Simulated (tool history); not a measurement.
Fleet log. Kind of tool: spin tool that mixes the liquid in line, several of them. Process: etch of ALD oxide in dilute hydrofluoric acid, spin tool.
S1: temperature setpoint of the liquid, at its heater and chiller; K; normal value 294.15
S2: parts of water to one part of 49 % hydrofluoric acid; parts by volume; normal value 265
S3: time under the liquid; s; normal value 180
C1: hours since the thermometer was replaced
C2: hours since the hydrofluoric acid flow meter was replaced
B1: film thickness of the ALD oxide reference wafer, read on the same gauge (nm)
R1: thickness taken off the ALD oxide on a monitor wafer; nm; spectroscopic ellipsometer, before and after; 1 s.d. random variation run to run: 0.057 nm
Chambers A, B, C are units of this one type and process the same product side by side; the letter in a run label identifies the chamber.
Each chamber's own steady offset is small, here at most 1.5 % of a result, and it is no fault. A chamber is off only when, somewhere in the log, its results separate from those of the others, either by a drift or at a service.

| run | hour | S1 | S2 | S3 | C1 | C2 | B1 | R1 |
|---|---|---|---|---|---|---|---|---|
| 1C | 6.5 | 294.15 | 265 | 180 | 1719.5 | 1447.1 | 50.012 | 7.7116 |
| 2B | 13.2 | 294.15 | 265 | 180 | 1780.0 | 161.0 | 49.995 | 7.8790 |
| 3A | 16.6 | 294.15 | 265 | 180 | 1199.5 | 136.1 | 50.003 | 7.7346 |
| 4B | 20.7 | 294.15 | 265 | 180 | 1787.5 | 168.5 | 50.007 | 7.8059 |
| 5A | 26.8 | 294.15 | 265 | 180 | 1209.7 | 146.3 | 50.003 | 7.6768 |
| 6C | 32.2 | 294.15 | 265 | 180 | 1745.2 | 1472.8 | 49.991 | 7.8028 |
| 7C | 37.8 | 294.15 | 265 | 180 | 1750.8 | 1478.4 | 49.980 | 7.8040 |
| 8B | 43.1 | 295.65 | 150 | 180 | 1809.9 | 190.9 | 49.989 | 16.2170 |
| 9A | 47.5 | 295.65 | 150 | 180 | 1230.4 | 167.0 | 49.993 | 15.9840 |
| 10A | 54.5 | 295.65 | 150 | 180 | 1237.4 | 174.0 | 50.010 | 16.0540 |
| 11B | 61.4 | 294.15 | 265 | 180 | 1828.2 | 209.2 | 50.014 | 7.7828 |
| 12C | 67.8 | 294.15 | 265 | 180 | 1780.8 | 1508.4 | 50.012 | 7.9282 |
| 13C | 74.3 | 297.15 | 315 | 180 | 1787.3 | 1514.9 | 50.001 | 7.0498 |
| 14B | 80.5 | 297.15 | 315 | 180 | 1847.3 | 228.3 | 50.007 | 7.0281 |
| 15A | 85.5 | 297.15 | 315 | 180 | 1268.4 | 205.0 | 50.002 | 6.8246 |
| 16C | 88.7 | 294.15 | 265 | 180 | 1801.7 | 1529.3 | 50.015 | 7.9628 |
| 17A | 95.5 | 297.15 | 165 | 180 | 1278.4 | 215.0 | 49.994 | 15.0570 |
| 18B | 102.3 | 297.15 | 165 | 180 | 1869.1 | 250.1 | 49.986 | 15.5370 |
| 19C | 105.9 | 297.15 | 165 | 180 | 1818.9 | 1546.5 | 49.997 | 15.8340 |
| 20A | 109.4 | 294.15 | 265 | 180 | 1292.3 | 228.9 | 50.011 | 7.7446 |
| 21B | 114.9 | 294.15 | 265 | 180 | 1881.7 | 262.7 | 49.987 | 7.8428 |
| 22B | 121.9 | 294.15 | 265 | 180 | 1888.7 | 269.7 | 50.007 | 7.7953 |
| 23A | 127.5 | 294.15 | 265 | 180 | 1310.4 | 247.0 | 49.982 | 7.7050 |
| 24C | 133.4 | 294.15 | 265 | 180 | 1846.4 | 1574.0 | 50.003 | 8.0248 |
| 25C | 136.5 | 294.15 | 265 | 180 | 1849.5 | 1577.1 | 50.010 | 8.1625 |
| 26B | 143.1 | 294.15 | 265 | 75 | 1909.9 | 290.9 | 49.980 | 3.2602 |
| 27A | 148.0 | 294.15 | 265 | 75 | 1330.9 | 267.5 | 50.012 | 3.2018 |
| 28C | 151.2 | 294.15 | 265 | 75 | 1864.2 | 1591.8 | 49.997 | 3.3852 |
| 29A | 156.7 | 294.15 | 265 | 180 | 1339.6 | 276.2 | 50.024 | 7.7734 |
| 30B | 160.7 | 294.15 | 265 | 180 | 1927.5 | 308.5 | 50.000 | 7.8360 |
| 31A | 164.1 | 294.15 | 265 | 180 | 1347.0 | 283.6 | 49.986 | 7.7519 |
| 32C | 171.3 | 294.15 | 265 | 180 | 1884.3 | 1611.9 | 49.985 | 8.2817 |
| 33B | 174.7 | 294.15 | 165 | 180 | 1941.5 | 322.5 | 49.995 | 13.6840 |
| 34C | 181.5 | 294.15 | 165 | 180 | 1894.5 | 1622.1 | 49.987 | 14.6690 |
| 35A | 187.9 | 294.15 | 165 | 180 | 1370.8 | 307.4 | 49.968 | 13.4630 |
| 36B | 193.8 | 294.15 | 265 | 180 | 1960.6 | 341.6 | 49.983 | 7.7930 |
| 37A | 200.0 | 294.15 | 180 | 130 | 1382.9 | 319.5 | 50.004 | 8.8122 |
| 38C | 204.8 | 294.15 | 180 | 130 | 1917.8 | 1645.4 | 49.994 | 9.5567 |
| 39B | 211.9 | 294.15 | 180 | 130 | 1978.7 | 359.7 | 50.010 | 8.8443 |
| 40A | 218.0 | 294.15 | 265 | 180 | 1400.9 | 337.5 | 50.017 | 7.7279 |
| 41C | 224.1 | 294.15 | 265 | 180 | 1937.1 | 1664.7 | 50.002 | 8.2814 |

The same settings go to every chamber for the next run, one line per chamber below. Forecast the results for each:
| 42A | 229.2 | 294.15 | 175 | 180 |  |  |  | ? |
| 42B | 229.2 | 294.15 | 175 | 180 |  |  |  | ? |
| 42C | 229.2 | 294.15 | 175 | 180 |  |  |  | ? |

| run | R1 |
|---|---|
| 42A | 12.5810 |
| 42B | 12.6420 |
| 42C | 13.7390 |

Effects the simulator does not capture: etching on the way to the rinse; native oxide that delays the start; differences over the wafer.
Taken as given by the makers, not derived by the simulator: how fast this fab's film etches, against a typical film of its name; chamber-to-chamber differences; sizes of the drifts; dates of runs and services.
